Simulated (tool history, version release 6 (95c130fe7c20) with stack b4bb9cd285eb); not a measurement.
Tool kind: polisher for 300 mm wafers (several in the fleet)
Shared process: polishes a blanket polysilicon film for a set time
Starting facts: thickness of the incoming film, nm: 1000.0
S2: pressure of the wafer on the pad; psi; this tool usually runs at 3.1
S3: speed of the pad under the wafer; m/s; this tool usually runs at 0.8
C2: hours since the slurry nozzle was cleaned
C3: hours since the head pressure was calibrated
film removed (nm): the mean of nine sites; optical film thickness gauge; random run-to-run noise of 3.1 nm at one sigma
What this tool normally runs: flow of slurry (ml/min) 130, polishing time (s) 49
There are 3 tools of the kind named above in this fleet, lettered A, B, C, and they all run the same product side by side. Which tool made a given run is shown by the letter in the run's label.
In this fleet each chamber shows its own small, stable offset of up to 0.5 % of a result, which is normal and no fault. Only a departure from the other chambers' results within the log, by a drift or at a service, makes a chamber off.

{"run": "1A", "hour": 9.5, "flow of slurry (ml/min)": 130, "S2": 3.1, "S3": 0.8, "polishing time (s)": 49, "wafers polished on this pad": 579, "C2": 454.3, "C3": 1288.8, "film removed (nm)": 389.13}
{"run": "2B", "hour": 16.1, "flow of slurry (ml/min)": 130, "S2": 3.1, "S3": 0.8, "polishing time (s)": 49, "wafers polished on this pad": 544, "C2": 495.7, "C3": 83, "film removed (nm)": 385.37}
{"run": "3C", "hour": 21.1, "flow of slurry (ml/min)": 130, "S2": 3.1, "S3": 0.8, "polishing time (s)": 49, "wafers polished on this pad": 703, "C2": 376.3, "C3": 138.1, "film removed (nm)": 387.01}
{"run": "4C", "hour": 28.6, "flow of slurry (ml/min)": 130, "S2": 3.1, "S3": 0.8, "polishing time (s)": 49, "wafers polished on this pad": 780, "C2": 383.8, "C3": 145.6, "film removed (nm)": 387.9}
{"run": "5A", "hour": 33.4, "flow of slurry (ml/min)": 115, "S2": 3.1, "S3": 0.8, "polishing time (s)": 49, "wafers polished on this pad": 824, "C2": 478.2, "C3": 1312.7, "film removed (nm)": 374.78}
{"hour": 34.8, "done": "chamber A: slurry nozzle cleaned"}
{"run": "6B", "hour": 42.3, "flow of slurry (ml/min)": 115, "S2": 3.1, "S3": 0.8, "polishing time (s)": 49, "wafers polished on this pad": 813, "C2": 521.9, "C3": 109.2, "film removed (nm)": 381.63}
{"run": "7C", "hour": 48.2, "flow of slurry (ml/min)": 115, "S2": 3.1, "S3": 0.8, "polishing time (s)": 49, "wafers polished on this pad": 981, "C2": 403.4, "C3": 165.2, "film removed (nm)": 382.38}
{"run": "8B", "hour": 52.7, "flow of slurry (ml/min)": 130, "S2": 3.1, "S3": 0.8, "polishing time (s)": 49, "wafers polished on this pad": 920, "C2": 532.3, "C3": 119.6, "film removed (nm)": 390.4}
{"hour": 58.6, "done": "chamber B: worn pad replaced by a new one"}
{"run": "9A", "hour": 61.6, "flow of slurry (ml/min)": 130, "S2": 3.1, "S3": 0.8, "polishing time (s)": 49, "wafers polished on this pad": 1114, "C2": 26.8, "C3": 1340.9, "film removed (nm)": 388.29}
{"run": "10C", "hour": 66.5, "flow of slurry (ml/min)": 130, "S2": 3.1, "S3": 0.8, "polishing time (s)": 49, "wafers polished on this pad": 1169, "C2": 421.7, "C3": 183.5, "film removed (nm)": 390.11}
{"run": "11B", "hour": 76.1, "flow of slurry (ml/min)": 130, "S2": 3.1, "S3": 0.8, "polishing time (s)": 49, "wafers polished on this pad": 180, "C2": 555.7, "C3": 143, "film removed (nm)": 390.94}
{"run": "12A", "hour": 81.8, "flow of slurry (ml/min)": 175, "S2": 3.1, "S3": 0.8, "polishing time (s)": 63, "wafers polished on this pad": 1321, "C2": 47, "C3": 1361.1, "film removed (nm)": 523.49}
{"run": "13C", "hour": 89.5, "flow of slurry (ml/min)": 175, "S2": 3.1, "S3": 0.8, "polishing time (s)": 63, "wafers polished on this pad": 1405, "C2": 444.7, "C3": 206.5, "film removed (nm)": 532.94}
{"hour": 89.9, "done": "chamber A: worn pad replaced by a new one"}
{"run": "14B", "hour": 98.0, "flow of slurry (ml/min)": 175, "S2": 3.1, "S3": 0.8, "polishing time (s)": 63, "wafers polished on this pad": 404, "C2": 577.6, "C3": 164.9, "film removed (nm)": 533.73}
{"run": "15A", "hour": 107.6, "flow of slurry (ml/min)": 130, "S2": 3.1, "S3": 0.8, "polishing time (s)": 49, "wafers polished on this pad": 182, "C2": 72.8, "C3": 1386.9, "film removed (nm)": 388.24}
{"hour": 108.3, "done": "chamber A: head pressure recalibrated"}
{"run": "16C", "hour": 112.9, "flow of slurry (ml/min)": 130, "S2": 3.1, "S3": 0.8, "polishing time (s)": 49, "wafers polished on this pad": 1645, "C2": 468.1, "C3": 229.9, "film removed (nm)": 380.8}
{"run": "17A", "hour": 117.8, "flow of slurry (ml/min)": 130, "S2": 3.1, "S3": 0.8, "polishing time (s)": 49, "wafers polished on this pad": 287, "C2": 83, "C3": 9.5, "film removed (nm)": 390.23}
{"run": "18B", "hour": 123.8, "flow of slurry (ml/min)": 130, "S2": 3.1, "S3": 0.8, "polishing time (s)": 49, "wafers polished on this pad": 669, "C2": 603.4, "C3": 190.7, "film removed (nm)": 388.52}
{"run": "19B", "hour": 131.7, "flow of slurry (ml/min)": 130, "S2": 3.1, "S3": 0.8, "polishing time (s)": 49, "wafers polished on this pad": 750, "C2": 611.3, "C3": 198.6, "film removed (nm)": 394.27}
{"run": "20A", "hour": 140.6, "flow of slurry (ml/min)": 130, "S2": 3.1, "S3": 0.8, "polishing time (s)": 49, "wafers polished on this pad": 521, "C2": 105.8, "C3": 32.3, "film removed (nm)": 390.54}
{"run": "21C", "hour": 146.6, "flow of slurry (ml/min)": 130, "S2": 3.1, "S3": 0.8, "polishing time (s)": 49, "wafers polished on this pad": 1991, "C2": 501.8, "C3": 263.6, "film removed (nm)": 388.21}
{"hour": 148.4, "done": "chamber B: worn pad replaced by a new one"}
{"run": "22A", "hour": 152.6, "flow of slurry (ml/min)": 130, "S2": 3.1, "S3": 0.8, "polishing time (s)": 49, "wafers polished on this pad": 644, "C2": 117.8, "C3": 44.3, "film removed (nm)": 386.16}
{"run": "23B", "hour": 157.1, "flow of slurry (ml/min)": 130, "S2": 3.1, "S3": 0.8, "polishing time (s)": 49, "wafers polished on this pad": 90, "C2": 636.7, "C3": 224, "film removed (nm)": 391.71}
{"run": "24C", "hour": 166.1, "flow of slurry (ml/min)": 130, "S2": 3.1, "S3": 0.8, "polishing time (s)": 49, "wafers polished on this pad": 2191, "C2": 521.3, "C3": 283.1, "film removed (nm)": 376.02}
{"run": "25A", "hour": 175.0, "flow of slurry (ml/min)": 130, "S2": 3.1, "S3": 0.8, "polishing time (s)": 49, "wafers polished on this pad": 874, "C2": 140.2, "C3": 66.7, "film removed (nm)": 388.97}
{"run": "26B", "hour": 182.0, "flow of slurry (ml/min)": 130, "S2": 3.1, "S3": 0.8, "polishing time (s)": 49, "wafers polished on this pad": 345, "C2": 661.6, "C3": 248.9, "film removed (nm)": 390.2}
{"run": "27C", "hour": 188.0, "flow of slurry (ml/min)": 130, "S2": 3.1, "S3": 0.8, "polishing time (s)": 49, "wafers polished on this pad": 2416, "C2": 543.2, "C3": 305, "film removed (nm)": 372.54}
{"run": "28C", "hour": 193.8, "flow of slurry (ml/min)": 130, "S2": 3.1, "S3": 0.8, "polishing time (s)": 49, "wafers polished on this pad": 2475, "C2": 549, "C3": 310.8, "film removed (nm)": 378.58}
{"run": "29B", "hour": 200.7, "flow of slurry (ml/min)": 130, "S2": 3.1, "S3": 0.8, "polishing time (s)": 49, "wafers polished on this pad": 537, "C2": 680.3, "C3": 267.6, "film removed (nm)": 394.37}
{"run": "30A", "hour": 206.5, "flow of slurry (ml/min)": 150, "S2": 4, "S3": 0.8, "polishing time (s)": 49, "wafers polished on this pad": 1197, "C2": 171.7, "C3": 98.2, "film removed (nm)": 516.4}
{"hour": 212.8, "done": "chamber A: worn pad replaced by a new one"}
{"run": "31C", "hour": 216.2, "flow of slurry (ml/min)": 150, "S2": 4, "S3": 0.8, "polishing time (s)": 49, "wafers polished on this pad": 2705, "C2": 571.4, "C3": 333.2, "film removed (nm)": 484.46}
{"run": "32B", "hour": 222.8, "flow of slurry (ml/min)": 150, "S2": 4, "S3": 0.8, "polishing time (s)": 49, "wafers polished on this pad": 764, "C2": 702.4, "C3": 289.7, "film removed (nm)": 519.95}
{"run": "33A", "hour": 232.1, "flow of slurry (ml/min)": 130, "S2": 3.1, "S3": 0.8, "polishing time (s)": 49, "wafers polished on this pad": 198, "C2": 197.3, "C3": 123.8, "film removed (nm)": 389.31}
{"hour": 238.0, "done": "chamber B: worn pad replaced by a new one"}
{"run": "34A", "hour": 239.0, "flow of slurry (ml/min)": 130, "S2": 3.1, "S3": 0.8, "polishing time (s)": 49, "wafers polished on this pad": 269, "C2": 204.2, "C3": 130.7, "film removed (nm)": 388}
{"run": "35B", "hour": 247.7, "flow of slurry (ml/min)": 130, "S2": 3.1, "S3": 0.8, "polishing time (s)": 42, "wafers polished on this pad": 99, "C2": 727.3, "C3": 314.6, "film removed (nm)": 336.19}
{"run": "36C", "hour": 252.8, "flow of slurry (ml/min)": 130, "S2": 3.1, "S3": 0.8, "polishing time (s)": 42, "wafers polished on this pad": 3081, "C2": 608, "C3": 369.8, "film removed (nm)": 309.59}
{"run": "37C", "hour": 257.9, "flow of slurry (ml/min)": 130, "S2": 3.1, "S3": 0.8, "polishing time (s)": 42, "wafers polished on this pad": 3133, "C2": 613.1, "C3": 374.9, "film removed (nm)": 313.59}
{"run": "38B", "hour": 266.5, "flow of slurry (ml/min)": 130, "S2": 3.1, "S3": 0.8, "polishing time (s)": 49, "wafers polished on this pad": 292, "C2": 746.1, "C3": 333.4, "film removed (nm)": 393.87}
{"run": "39A", "hour": 271.7, "flow of slurry (ml/min)": 130, "S2": 3.1, "S3": 0.8, "polishing time (s)": 49, "wafers polished on this pad": 604, "C2": 236.9, "C3": 163.4, "film removed (nm)": 387.82}
{"run": "40B", "hour": 280.4, "flow of slurry (ml/min)": 130, "S2": 3.1, "S3": 0.8, "polishing time (s)": 49, "wafers polished on this pad": 435, "C2": 760, "C3": 347.3, "film removed (nm)": 391.52}

Is one chamber out of step, is the gauge drifting, or do the chambers differ by no more than their own small offsets? For an off chamber, give its letter and the likeliest cause.

It is chamber C that slowly wanders off from its peers.
What lies behind it: removal rate lost through wear of the pad, % = 7.79.
It could be hard to tell apart here from: slurry flow missing at the pad, %; head's pressure below its setpoint, %.

Which of the 4 candidates below, each the usual settings with something changed and its results left as question marks, puts chamber C back in line with what the other chambers give on the usual settings?
In line here means within this much of the mean the other chambers give on the usual settings: film removed (nm) 11
{"run": "41C-1", "hour": 287.3, "flow of slurry (ml/min)": 130, "S2": 3, "S3": 0.78, "polishing time (s)": 48, "film removed (nm)": "?"}
{"run": "41C-2", "hour": 287.3, "flow of slurry (ml/min)": 130, "S2": 3.1, "S3": 0.88, "polishing time (s)": 49, "film removed (nm)": "?"}
{"run": "41C-3", "hour": 287.3, "flow of slurry (ml/min)": 130, "S2": 3, "S3": 0.76, "polishing time (s)": 47, "film removed (nm)": "?"}
{"run": "41C-4", "hour": 287.3, "flow of slurry (ml/min)": 130, "S2": 3.1, "S3": 0.8, "polishing time (s)": 56, "film removed (nm)": "?"}

The other chambers' mean on the usual settings: film removed (nm) 390.29
run=41C-1 film_removed_(nm)=331.07
run=41C-2 film_removed_(nm)=394.54
run=41C-3 film_removed_(nm)=315.75
run=41C-4 film_removed_(nm)=409.44
The answer is 41C-2, which returns the chamber to within the allowed miss of the others.
